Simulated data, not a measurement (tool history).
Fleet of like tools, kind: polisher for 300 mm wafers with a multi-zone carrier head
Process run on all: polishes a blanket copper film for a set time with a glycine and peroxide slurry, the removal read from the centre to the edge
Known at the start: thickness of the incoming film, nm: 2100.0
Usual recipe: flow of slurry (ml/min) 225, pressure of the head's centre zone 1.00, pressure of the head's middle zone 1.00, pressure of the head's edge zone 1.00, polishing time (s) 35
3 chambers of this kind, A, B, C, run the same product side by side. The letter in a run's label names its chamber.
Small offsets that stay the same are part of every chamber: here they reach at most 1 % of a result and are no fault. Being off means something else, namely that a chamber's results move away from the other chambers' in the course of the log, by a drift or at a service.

run	hour	flow of slurry (ml/min)	pressure of the head's centre zone	pressure of the head's middle zone	pressure of the head's edge zone	polishing time (s)	film removed at the wafer's centre (Å)	film removed at mid-radius (Å)	film removed at the wafer's edge (Å)
1A	12.0	225	1.00	1.00	1.00	35	1946.0	1888.3	1931.9
# hour 19.8: chamber B: worn pad replaced by a new one
2B	22.3	225	1.00	1.00	1.00	35	1951.4	1993.6	1953.4
# hour 33.6: chamber A: worn pad replaced by a new one
3C	36.3	225	1.00	1.00	1.00	35	1983.5	1931.2	1940.2
4A	42.9	225	1.00	1.00	1.00	35	1966.3	1935.3	1921.6
5C	50.0	225	1.00	1.00	1.00	35	1949.1	1984.4	1940.2
6B	56.6	225	1.00	1.00	1.00	35	1978.7	1954.8	1972.5
# hour 56.8: chamber B: slurry nozzle cleaned
7C	63.2	225	1.06	1.06	1.00	35	2083.5	2088.0	1925.4
8A	76.1	225	1.06	1.06	1.00	35	2094.0	2062.5	1950.2
# hour 84.4: chamber A: slurry nozzle cleaned
9B	84.8	225	1.06	1.06	1.00	35	2092.1	2076.7	1978.4
10B	94.7	225	1.00	1.00	1.08	35	1982.5	1990.0	2043.6
# hour 100.0: chamber B: worn pad replaced by a new one
11C	103.3	225	1.00	1.00	1.08	35	1963.0	1910.4	1990.0
# hour 106.8: chamber A: worn pad replaced by a new one
12A	110.6	225	1.00	1.00	1.08	35	1986.7	1974.0	2027.2
# hour 113.0: chamber C: edge zone pressure recalibrated
13B	117.6	225	1.00	1.00	1.00	35	1995.9	1900.6	1967.3
14C	126.0	225	1.00	1.00	1.00	35	1914.1	1939.9	1907.7
# hour 128.5: chamber C: slurry nozzle cleaned
15A	135.4	225	1.00	1.00	1.00	35	1970.8	1947.2	1977.1
16B	143.4	225	1.00	1.00	1.00	35	1978.4	1947.2	1934.0
17A	150.7	225	1.00	1.00	1.00	35	1940.1	1907.4	1984.9
18C	162.0	225	1.00	1.00	1.00	35	1942.3	1907.8	1941.6
# hour 166.8: chamber A: worn pad replaced by a new one
19C	171.4	225	1.00	1.00	1.00	35	1878.0	1880.0	1908.7
# hour 178.4: chamber B: worn pad replaced by a new one
20B	179.5	225	1.00	1.00	1.00	35	1931.0	2011.6	1978.4
21A	186.7	225	1.00	1.00	1.00	35	1931.1	1972.5	1937.6
22C	195.9	225	1.00	1.00	1.00	35	1944.0	1865.8	1883.4
23B	203.9	225	1.00	1.00	1.00	35	1945.8	1922.6	1955.6
24A	214.5	225	1.00	1.00	1.00	35	1959.4	1917.6	1937.0
# hour 218.8: chamber C: centre zone pressure recalibrated
25C	221.3	225	1.00	1.00	1.00	35	1877.1	1856.1	1901.4
26B	231.6	225	1.00	1.00	1.00	35	1968.5	1963.4	2017.4
# hour 238.1: chamber A: worn pad replaced by a new one
27A	244.5	225	1.00	1.00	1.00	35	1991.2	1957.6	2002.9
# hour 247.6: chamber B: worn pad replaced by a new one
28A	257.2	225	1.00	1.00	1.00	35	1980.0	1970.2	1926.1
29B	268.4	225	1.00	1.00	1.00	35	1935.0	1924.0	1983.7
30C	277.1	225	1.00	1.00	1.00	35	1861.8	1860.3	1866.0
31C	283.6	225	1.00	1.00	1.00	35	1900.2	1860.2	1856.9
32A	290.6	225	1.00	1.00	1.00	35	1976.9	1935.9	1975.9
# hour 297.5: chamber A: worn pad replaced by a new one
33B	302.3	225	1.00	1.00	1.00	35	1940.4	1944.0	1960.3
34B	309.4	155	1.00	0.95	1.00	35	1812.9	1747.7	1884.3
35C	317.5	155	1.00	0.95	1.00	35	1746.8	1695.1	1782.0
36A	325.4	155	1.00	0.95	1.00	35	1855.3	1809.2	1879.9
37C	337.8	225	1.00	1.00	1.00	35	1839.4	1832.9	1844.7

Which is it: a chamber that has drifted or been left off by a service, a gauge drift common to all chambers, or only each chamber's usual small offset? If a chamber is off, name it and its likeliest cause.

It is chamber C that slowly wanders off from its peers.
Cause: removal rate lost through wear of the pad, % = 5.93.

Below are 4 candidate recipes for chamber C's next run, each the usual settings with a change, their results shown as question marks. Which of them brings C's results back in line with what the other chambers give on the usual settings?
In line means no further than this from the other chambers' mean on the usual settings: film removed at the wafer's centre (Å) 72.0; film removed at mid-radius (Å) 100.0; film removed at the wafer's edge (Å) 80.0
38C-1	348.2	220	0.99	1.00	1.00	31	?	?	?
38C-2	348.2	225	1.00	1.00	1.00	33	?	?	?
38C-3	348.2	225	1.00	1.00	1.00	37	?	?	?
38C-4	348.2	230	1.00	1.00	1.01	40	?	?	?

What the other chambers average on the usual settings: film removed at the wafer's centre (Å) 1957.0; film removed at mid-radius (Å) 1953.1; film removed at the wafer's edge (Å) 1953.5
run	film removed at the wafer's centre (Å)	film removed at mid-radius (Å)	film removed at the wafer's edge (Å)
38C-1	1590.8	1601.5	1620.5
38C-2	1717.9	1709.7	1728.8
38C-3	1926.1	1917.0	1938.4
38C-4	2088.8	2078.2	2111.0
The answer is 38C-3, which returns the chamber to within the allowed miss of the others.
